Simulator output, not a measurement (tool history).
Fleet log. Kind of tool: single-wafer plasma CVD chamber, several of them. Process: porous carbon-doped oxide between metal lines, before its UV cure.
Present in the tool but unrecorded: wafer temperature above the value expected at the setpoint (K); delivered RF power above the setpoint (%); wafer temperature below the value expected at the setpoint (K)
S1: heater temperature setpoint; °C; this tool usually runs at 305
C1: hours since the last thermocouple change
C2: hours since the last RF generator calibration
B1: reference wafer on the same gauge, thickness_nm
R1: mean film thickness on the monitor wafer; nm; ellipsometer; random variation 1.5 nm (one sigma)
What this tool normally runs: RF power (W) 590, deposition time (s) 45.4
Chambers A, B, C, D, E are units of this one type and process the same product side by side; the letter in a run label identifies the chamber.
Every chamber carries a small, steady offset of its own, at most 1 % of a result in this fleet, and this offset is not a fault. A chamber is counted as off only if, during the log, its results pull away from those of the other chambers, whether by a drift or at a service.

Run 1A, hour 8.0: usual settings; C1 452.1; C2 466.4; B1 292.92. Result: R1 264.24 nm.
Run 2E, hour 22.5: usual settings; C1 126.6; C2 349.1; B1 293.53. Result: R1 262.63 nm.
Run 3C, hour 35.2: usual settings; C1 654.1; C2 93.4; B1 293.29. Result: R1 261.44 nm.
Run 4D, hour 50.6: usual settings; C1 1634.5; C2 596.3; B1 292.37. Result: R1 263.45 nm.
Run 5B, hour 62.1: usual settings but RF power (W) 500; C1 392.7; C2 2606.8; B1 292.86. Result: R1 236.92 nm.
At hour 66.3: chamber B: RF generator calibrated.
Run 6E, hour 78.0: usual settings but RF power (W) 500; C1 182.1; C2 404.6; B1 293.07. Result: R1 232.17 nm.
Run 7A, hour 86.9: usual settings but RF power (W) 500; C1 531.0; C2 545.3; B1 293.39. Result: R1 234.19 nm.
Run 8B, hour 101.4: usual settings but RF power (W) 500; C1 432.0; C2 35.1; B1 293.26. Result: R1 236.01 nm.
Run 9D, hour 111.9: usual settings but RF power (W) 500; C1 1695.8; C2 657.6; B1 292.52. Result: R1 235.89 nm.
Run 10C, hour 126.8: usual settings; C1 745.7; C2 185.0; B1 292.87. Result: R1 261.98 nm.
Run 11C, hour 140.4: usual settings; C1 759.3; C2 198.6; B1 293.07. Result: R1 263.66 nm.
Run 12E, hour 155.0: usual settings; C1 259.1; C2 481.6; B1 293.12. Result: R1 260.91 nm.
Run 13B, hour 165.5: usual settings but deposition time (s) 40.5; C1 496.1; C2 99.2; B1 292.83. Result: R1 234.72 nm.
Run 14A, hour 178.1: usual settings but deposition time (s) 40.5; C1 622.2; C2 636.5; B1 293.20. Result: R1 234.72 nm.
Run 15D, hour 188.9: usual settings but deposition time (s) 40.5; C1 1772.8; C2 734.6; B1 293.40. Result: R1 234.77 nm.
Run 16C, hour 197.1: usual settings but deposition time (s) 40.5; C1 816.0; C2 255.3; B1 293.20. Result: R1 233.12 nm.
Run 17E, hour 206.0: usual settings but deposition time (s) 40.5; C1 310.1; C2 532.6; B1 292.70. Result: R1 236.15 nm.
Run 18B, hour 220.9: usual settings; C1 551.5; C2 154.6; B1 293.15. Result: R1 263.68 nm.
Run 19A, hour 236.5: usual settings; C1 680.6; C2 694.9; B1 292.63. Result: R1 263.84 nm.
Run 20D, hour 249.9: usual settings; C1 1833.8; C2 795.6; B1 292.99. Result: R1 262.48 nm.
Run 21A, hour 263.2: usual settings; C1 707.3; C2 721.6; B1 292.71. Result: R1 265.09 nm.
Run 22B, hour 276.4: usual settings; C1 607.0; C2 210.1; B1 293.15. Result: R1 263.63 nm.
Run 23E, hour 291.6: usual settings; C1 395.7; C2 618.2; B1 293.30. Result: R1 261.07 nm.
Run 24C, hour 300.3: usual settings; C1 919.2; C2 358.5; B1 293.09. Result: R1 262.23 nm.
Run 25D, hour 313.3: usual settings; C1 1897.2; C2 859.0; B1 293.08. Result: R1 263.25 nm.
Run 26A, hour 322.7: usual settings; C1 766.8; C2 781.1; B1 292.92. Result: R1 262.46 nm.
Run 27C, hour 331.1: usual settings; C1 950.0; C2 389.3; B1 292.69. Result: R1 262.57 nm.
Run 28B, hour 342.0: usual settings; C1 672.6; C2 275.7; B1 293.04. Result: R1 262.49 nm.
Run 29E, hour 354.6: usual settings; C1 458.7; C2 681.2; B1 292.60. Result: R1 262.28 nm.
Run 30D, hour 365.1: usual settings but S1 319 °C; C1 1949.0; C2 910.8; B1 293.18. Result: R1 244.26 nm.
Run 31B, hour 375.7: usual settings but S1 319 °C; C1 706.3; C2 309.4; B1 293.07. Result: R1 244.20 nm.
Run 32E, hour 386.2: usual settings but S1 319 °C; C1 490.3; C2 712.8; B1 293.04. Result: R1 242.79 nm.
Run 33D, hour 399.1: usual settings but S1 319 °C; C1 1983.0; C2 944.8; B1 293.22. Result: R1 244.71 nm.
Run 34A, hour 413.6: usual settings but S1 319 °C; C1 857.7; C2 872.0; B1 293.36. Result: R1 243.56 nm.
Run 35C, hour 428.0: usual settings; C1 1046.9; C2 486.2; B1 292.98. Result: R1 261.63 nm.
Run 36A, hour 439.5: usual settings; C1 883.6; C2 897.9; B1 293.02. Result: R1 262.91 nm.
Run 37D, hour 447.9: usual settings; C1 2031.8; C2 993.6; B1 292.95. Result: R1 261.61 nm.
Run 38B, hour 456.8: usual settings; C1 787.4; C2 390.5; B1 292.96. Result: R1 266.09 nm.
Run 39E, hour 465.6: usual settings; C1 569.7; C2 792.2; B1 292.78. Result: R1 262.82 nm.

Read the log: is a single chamber off, either drifting away or since a service, is the gauge that measures every chamber drifting, or is nothing wrong beyond small per-chamber offsets? Name any odd chamber and what most likely caused it.

Nothing is wrong: each chamber keeps only its own small, steady offset and the gauge holds still.
